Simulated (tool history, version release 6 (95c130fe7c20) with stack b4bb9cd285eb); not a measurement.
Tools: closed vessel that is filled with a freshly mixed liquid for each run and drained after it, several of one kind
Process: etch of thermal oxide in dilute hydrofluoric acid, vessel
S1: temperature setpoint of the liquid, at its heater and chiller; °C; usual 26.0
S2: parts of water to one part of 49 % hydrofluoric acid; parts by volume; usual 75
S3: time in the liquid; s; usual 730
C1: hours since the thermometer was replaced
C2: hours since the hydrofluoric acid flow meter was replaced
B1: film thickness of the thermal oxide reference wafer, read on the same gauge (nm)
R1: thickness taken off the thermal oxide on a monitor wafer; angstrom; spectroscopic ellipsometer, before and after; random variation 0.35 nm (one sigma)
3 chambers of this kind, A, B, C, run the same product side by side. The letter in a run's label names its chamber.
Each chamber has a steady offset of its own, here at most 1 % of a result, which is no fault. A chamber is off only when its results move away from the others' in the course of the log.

run	day	S1	S2	S3	C1	C2	B1	R1
1C	0.271	26.0	75	730	942.1	582.9	130.00	538.44
2B	0.646	26.0	75	730	1368.1	425.3	130.00	526.10
3A	0.825	26.0	75	730	1184.0	960.8	129.98	539.48
4A	1.108	26.0	75	730	1190.8	967.6	129.99	525.04
5B	1.458	26.0	75	730	1387.6	444.8	130.02	529.62
6C	1.775	26.0	75	730	978.2	619.0	130.00	532.45
7A	2.146	26.0	75	730	1215.7	992.5	130.01	545.35
8B	2.325	26.0	75	730	1408.4	465.6	129.99	523.80
9C	2.688	26.0	75	730	1000.1	640.9	130.02	537.48
10A	2.854	26.0	75	730	1232.7	1009.5	129.98	535.28
11B	3.129	26.0	75	730	1427.7	484.9	130.03	532.55
12C	3.354	26.0	75	730	1016.1	656.9	130.01	530.51
13B	3.658	24.5	75	535	1440.4	497.6	130.00	364.29
14C	4.004	24.5	75	535	1031.7	672.5	130.00	364.77
15A	4.238	24.5	75	535	1265.9	1042.7	129.99	379.62
16A	4.412	23.0	75	730	1270.1	1046.9	130.01	484.93
17B	4.588	23.0	75	730	1462.7	519.9	129.99	470.31
18C	4.817	23.0	75	730	1051.2	692.0	130.02	475.35
19C	5.046	26.0	90	730	1056.7	697.5	130.01	437.97
20A	5.425	26.0	90	730	1294.4	1071.2	130.01	451.60
21B	5.796	26.0	90	730	1491.7	548.9	130.00	434.41
22C	6.017	26.0	75	1070	1080.0	720.8	129.99	781.12
23B	6.229	26.0	75	1070	1502.1	559.3	129.98	770.02
24A	6.504	26.0	75	1070	1320.3	1097.1	129.98	818.83
25B	6.829	24.0	75	730	1516.5	573.7	130.01	488.70
26A	7.162	24.0	75	730	1336.1	1112.9	130.00	515.71
27C	7.400	24.0	75	730	1113.2	754.0	130.00	492.11
28B	7.721	26.0	75	730	1537.9	595.1	130.00	529.62
29A	8.000	26.0	75	1040	1356.2	1133.0	129.99	795.81
30C	8.375	26.0	75	1040	1136.6	777.4	130.00	768.38

Is one chamber off against the others, does the gauge drift, or is nothing wrong? If a chamber is off, say which, and what the likeliest cause is.

Chamber A drifts away from the others.
Cause: liquid hotter than its thermometer reads (K) = 1.43.
The log may not tell that from: hydrofluoric acid flow above the setpoint (%).

Here are 4 candidates for chamber A's next run, each the usual settings with a change, their results left as question marks. Which one brings its results back in line with what the others give on the usual settings?
In line means no further than this from the other chambers' mean on the usual settings: R1 12.00 angstrom
31A-1	8.646	26.0	75	695				?
31A-2	8.646	25.5	80	730				?
31A-3	8.646	26.0	75	770				?
31A-4	8.646	28.5	75	730				?

The other chambers' mean on the usual settings: R1 531.55 angstrom
run	R1
31A-1	533.91
31A-2	512.50
31A-3	591.53
31A-4	617.41
31A-1 brings the chamber back in line.
